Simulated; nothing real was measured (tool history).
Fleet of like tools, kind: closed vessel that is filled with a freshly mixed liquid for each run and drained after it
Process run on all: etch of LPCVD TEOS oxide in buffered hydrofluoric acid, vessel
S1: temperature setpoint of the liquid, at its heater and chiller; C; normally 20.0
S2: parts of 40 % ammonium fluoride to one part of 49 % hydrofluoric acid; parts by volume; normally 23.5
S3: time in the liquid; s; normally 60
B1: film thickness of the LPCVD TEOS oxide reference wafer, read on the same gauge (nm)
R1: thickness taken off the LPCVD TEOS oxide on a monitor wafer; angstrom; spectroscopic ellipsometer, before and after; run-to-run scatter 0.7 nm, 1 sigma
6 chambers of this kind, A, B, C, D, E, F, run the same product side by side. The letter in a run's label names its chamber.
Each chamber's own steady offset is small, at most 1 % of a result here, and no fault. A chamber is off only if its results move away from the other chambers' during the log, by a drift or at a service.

| run | hour | S1 | S2 | S3 | B1 | R1 |
|---|---|---|---|---|---|---|
| 1F | 6.2 | 20.0 | 23.5 | 60 | 150.00 | 806.58 |
| 2C | 12.1 | 20.0 | 23.5 | 60 | 150.00 | 803.56 |
| 3B | 17.5 | 20.0 | 23.5 | 60 | 150.00 | 801.21 |
| 4A | 22.5 | 20.0 | 23.5 | 60 | 150.01 | 803.97 |
| 5D | 27.4 | 20.0 | 23.5 | 60 | 150.01 | 789.53 |
| 6E | 34.4 | 20.0 | 23.5 | 60 | 150.00 | 806.33 |
| 7D | 39.5 | 17.0 | 30.0 | 60 | 150.00 | 576.06 |
| 8E | 47.0 | 17.0 | 30.0 | 60 | 149.99 | 574.36 |
|  | 47.4 | chamber B: hydrofluoric acid flow meter replaced |
| 9C | 52.7 | 17.0 | 30.0 | 60 | 150.01 | 576.10 |
| 10B | 57.9 | 17.0 | 30.0 | 60 | 149.98 | 590.44 |
| 11A | 62.7 | 17.0 | 30.0 | 60 | 150.01 | 586.94 |
| 12F | 71.4 | 17.0 | 30.0 | 60 | 149.99 | 581.57 |
| 13D | 76.6 | 22.5 | 19.0 | 60 | 149.99 | 1094.80 |
| 14E | 81.5 | 22.5 | 19.0 | 60 | 149.99 | 1080.90 |
| 15F | 88.8 | 22.5 | 19.0 | 60 | 150.01 | 1096.50 |
| 16B | 97.2 | 22.5 | 19.0 | 60 | 150.01 | 1113.20 |
| 17A | 105.8 | 22.5 | 19.0 | 60 | 150.00 | 1092.20 |
| 18C | 114.2 | 22.5 | 19.0 | 60 | 149.99 | 1107.50 |
| 19F | 120.9 | 20.0 | 23.5 | 60 | 150.01 | 817.32 |
| 20B | 126.1 | 20.0 | 23.5 | 60 | 150.02 | 823.92 |
| 21C | 130.2 | 18.5 | 20.5 | 60 | 150.01 | 819.37 |
| 22E | 135.6 | 18.5 | 20.5 | 60 | 150.01 | 816.13 |
| 23D | 144.5 | 18.5 | 20.5 | 60 | 150.02 | 810.34 |
| 24A | 149.5 | 18.5 | 20.5 | 60 | 149.96 | 818.90 |
| 25E | 154.2 | 18.5 | 20.5 | 60 | 149.99 | 818.07 |
| 26C | 159.2 | 18.5 | 20.5 | 60 | 149.98 | 802.13 |
| 27B | 165.2 | 20.0 | 23.5 | 60 | 150.01 | 811.14 |
| 28F | 171.6 | 20.0 | 23.5 | 60 | 149.97 | 805.70 |
| 29D | 179.3 | 20.0 | 29.0 | 80 | 149.99 | 914.32 |
| 30A | 186.6 | 20.0 | 29.0 | 80 | 150.00 | 927.88 |
|  | 191.5 | chamber D: hydrofluoric acid flow meter replaced |
| 31D | 195.3 | 20.0 | 29.0 | 80 | 150.00 | 945.74 |
| 32C | 203.1 | 20.0 | 29.0 | 80 | 150.02 | 885.58 |
| 33A | 210.9 | 20.0 | 29.0 | 80 | 150.02 | 929.66 |
| 34E | 218.1 | 20.0 | 29.0 | 80 | 150.01 | 925.47 |
| 35B | 225.8 | 20.0 | 23.5 | 60 | 149.99 | 811.24 |
| 36F | 232.1 | 20.0 | 23.5 | 40 | 150.05 | 536.02 |
| 37E | 236.5 | 20.0 | 23.5 | 40 | 150.02 | 537.83 |
| 38A | 245.9 | 20.0 | 23.5 | 40 | 150.00 | 535.02 |
| 39B | 254.5 | 20.0 | 23.5 | 40 | 149.97 | 550.61 |
| 40F | 264.0 | 20.0 | 23.5 | 40 | 149.99 | 535.25 |
| 41D | 272.3 | 20.0 | 23.5 | 40 | 150.00 | 530.91 |
| 42C | 281.5 | 20.0 | 23.5 | 60 | 150.03 | 742.12 |

Is one chamber out of step, is the gauge drifting, or do the chambers differ by no more than their own small offsets? For an off chamber, give its letter and the likeliest cause.

Little by little, chamber C moves away from the other chambers.
Cause: hydrofluoric acid flow below the setpoint (%) = 12.5.
The log may not tell that from: liquid colder than its thermometer reads (K).

Here are 4 candidates for chamber C's next run, each the usual settings with a change, their results left as question marks. Which one brings its results back in line with what the others give on the usual settings?
Allowed miss from the other chambers' usual-settings mean, per result, to count as in line: R1 25.00 angstrom
| 43C-1 | 288.3 | 20.0 | 24.5 | 60 |  | ? |
| 43C-2 | 288.3 | 20.0 | 22.5 | 60 |  | ? |
| 43C-3 | 288.3 | 20.0 | 23.5 | 55 |  | ? |
| 43C-4 | 288.3 | 21.0 | 22.0 | 60 |  | ? |

The mean the other chambers reach with the usual settings: R1 809.51 angstrom
| run | R1 |
|---|---|
| 43C-1 | 716.99 |
| 43C-2 | 761.08 |
| 43C-3 | 676.71 |
| 43C-4 | 817.80 |
The right change is 43C-4: it brings the chamber back within the allowed miss of the others.
